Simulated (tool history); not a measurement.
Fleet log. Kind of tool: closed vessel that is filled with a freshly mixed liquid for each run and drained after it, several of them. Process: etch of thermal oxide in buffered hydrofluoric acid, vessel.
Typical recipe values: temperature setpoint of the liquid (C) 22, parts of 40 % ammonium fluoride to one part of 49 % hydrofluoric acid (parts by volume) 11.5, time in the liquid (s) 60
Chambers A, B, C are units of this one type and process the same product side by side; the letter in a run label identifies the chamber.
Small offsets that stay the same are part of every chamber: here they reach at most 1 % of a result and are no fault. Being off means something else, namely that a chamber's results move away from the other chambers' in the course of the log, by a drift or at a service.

run,day,temperature setpoint of the liquid (C),parts of 40 % ammonium fluoride to one part of 49 % hydrofluoric acid (parts by volume),time in the liquid (s),"read-back film thickness of the thermal oxide reference wafer, read on the same gauge (nm)",thickness taken off the thermal oxide on a monitor wafer (angstrom)
1B,0.125,22,11.5,60,130.01,519.89
2A,0.3,22,11.5,60,130.01,518.34
3C,0.425,22,11.5,60,130.01,525.1
4A,0.662,22,11.5,60,130,528.07
5B,0.8,22,11.5,60,130.01,527.57
6C,0.996,22,11.5,60,129.99,526.15
7B,1.171,26.5,11.5,45,129.99,503.21
# day 1.375: chamber C: thermometer replaced
8A,1.375,26.5,11.5,45,129.97,503.86
9C,1.538,26.5,11.5,45,130.02,495.66
10B,1.658,22,11.5,60,129.99,529.95
11C,1.8,22,11.5,60,130,517.43
12A,2.021,22,11.5,60,130,527.77
13B,2.146,22,11.5,60,130,529.76
14C,2.296,24.5,11.5,35,129.99,347.94
15A,2.425,24.5,11.5,35,130,357.29
16A,2.596,24.5,11.5,35,130.02,362.19
17C,2.817,22,11.5,60,130.01,527.03
18B,3.038,22,11.5,60,130.01,527.52
19B,3.15,22,11.5,60,130.01,515.68
20A,3.346,22,11.5,60,129.99,552.12
21C,3.575,22,11.5,60,129.99,519.61
22A,3.708,22,11.5,60,129.99,556.53
23C,3.85,22,11.5,60,129.99,523.36
24B,4.079,22,11.5,60,129.98,529.29
25A,4.283,22,11.5,60,130.01,557.96
26C,4.446,22,11.5,60,129.98,523.38
27B,4.646,22,11.5,60,129.99,533.6
28B,4.829,22,11.5,60,130.02,533.13
29C,4.95,22,11.5,60,129.98,516.64
30A,5.146,22,11.5,60,129.98,567.32

Predict what each chamber gives when all 3 of them run the settings below next.
31A,5.312,22,11.5,35,,?
31B,5.312,22,11.5,35,,?
31C,5.312,22,11.5,35,,?

run,thickness taken off the thermal oxide on a monitor wafer (angstrom)
31A,331.87
31B,305.85
31C,303.76

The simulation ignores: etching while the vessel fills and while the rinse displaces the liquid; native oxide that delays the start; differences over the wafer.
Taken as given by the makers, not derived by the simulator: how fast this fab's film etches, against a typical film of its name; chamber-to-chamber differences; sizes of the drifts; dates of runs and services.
